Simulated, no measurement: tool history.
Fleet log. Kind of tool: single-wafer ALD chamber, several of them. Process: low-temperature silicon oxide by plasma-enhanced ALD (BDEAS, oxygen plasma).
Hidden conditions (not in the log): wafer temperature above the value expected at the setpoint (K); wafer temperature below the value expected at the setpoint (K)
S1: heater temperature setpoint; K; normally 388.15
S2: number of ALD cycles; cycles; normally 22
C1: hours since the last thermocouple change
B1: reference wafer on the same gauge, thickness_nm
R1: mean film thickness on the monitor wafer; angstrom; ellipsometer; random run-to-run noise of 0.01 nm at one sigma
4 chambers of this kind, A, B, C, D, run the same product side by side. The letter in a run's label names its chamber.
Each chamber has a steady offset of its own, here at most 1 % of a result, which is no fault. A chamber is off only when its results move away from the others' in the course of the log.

run   hour      S1  S2      C1      B1      R1
 1B    2.5  388.15  22    33.1  3.5592  30.409
 2D    6.9  388.15  22   142.3  3.5599  30.554
 3C     11  388.15  22  1234.9   3.561  30.882
 4A   16.4  388.15  22  1421.6    3.56  30.234
 5D   19.3  388.15  22   154.7  3.5574  30.493
 6A   24.6  388.15  22  1429.8  3.5608   30.42
 7B   27.8  388.15  22    58.4  3.5599  30.485
 8C   30.9  388.15  22  1254.8  3.5588  30.688
 9D   34.4  388.15  22   169.8  3.5577  30.579
10A   37.1  388.15  22  1442.3  3.5612  30.481
11C   40.6  388.15  22  1264.5  3.5597  30.876
12B   46.1  388.15  22    76.7  3.5589  30.625
13B   51.1  381.15  22    81.7  3.5605  30.998
14D   54.9  381.15  22   190.3  3.5597  30.894
15C   58.8  381.15  22  1282.7  3.5593  31.105
16A   62.6  381.15  22  1467.8    3.56  30.662
17B   66.2  382.15  22    96.8  3.5614  30.669
18A   70.4  382.15  22  1475.6   3.563  30.562
19D   74.8  382.15  22   210.2  3.5604  30.768
20C   78.5  382.15  22  1302.4  3.5627    31.1
21A   81.2  388.15  22  1486.4  3.5583  30.184
22D   85.3  388.15  22   220.7  3.5619  30.506
23B   88.9  388.15  22   119.5    3.56   30.55
24C     92  388.15  22  1315.9  3.5591  30.791
25D   96.5  388.15  22   231.9  3.5612   30.51
26A    100  388.15  22  1505.2  3.5592  30.381
27C  105.5  388.15  22  1329.4  3.5604  30.883
28B  108.8  388.15  22   139.4  3.5573  30.559

Which is it: a chamber that has drifted or been left off by a service, a gauge drift common to all chambers, or only each chamber's usual small offset? If a chamber is off, name it and its likeliest cause.

Beyond each chamber's small constant offset nothing stands out, and the gauge stays steady.

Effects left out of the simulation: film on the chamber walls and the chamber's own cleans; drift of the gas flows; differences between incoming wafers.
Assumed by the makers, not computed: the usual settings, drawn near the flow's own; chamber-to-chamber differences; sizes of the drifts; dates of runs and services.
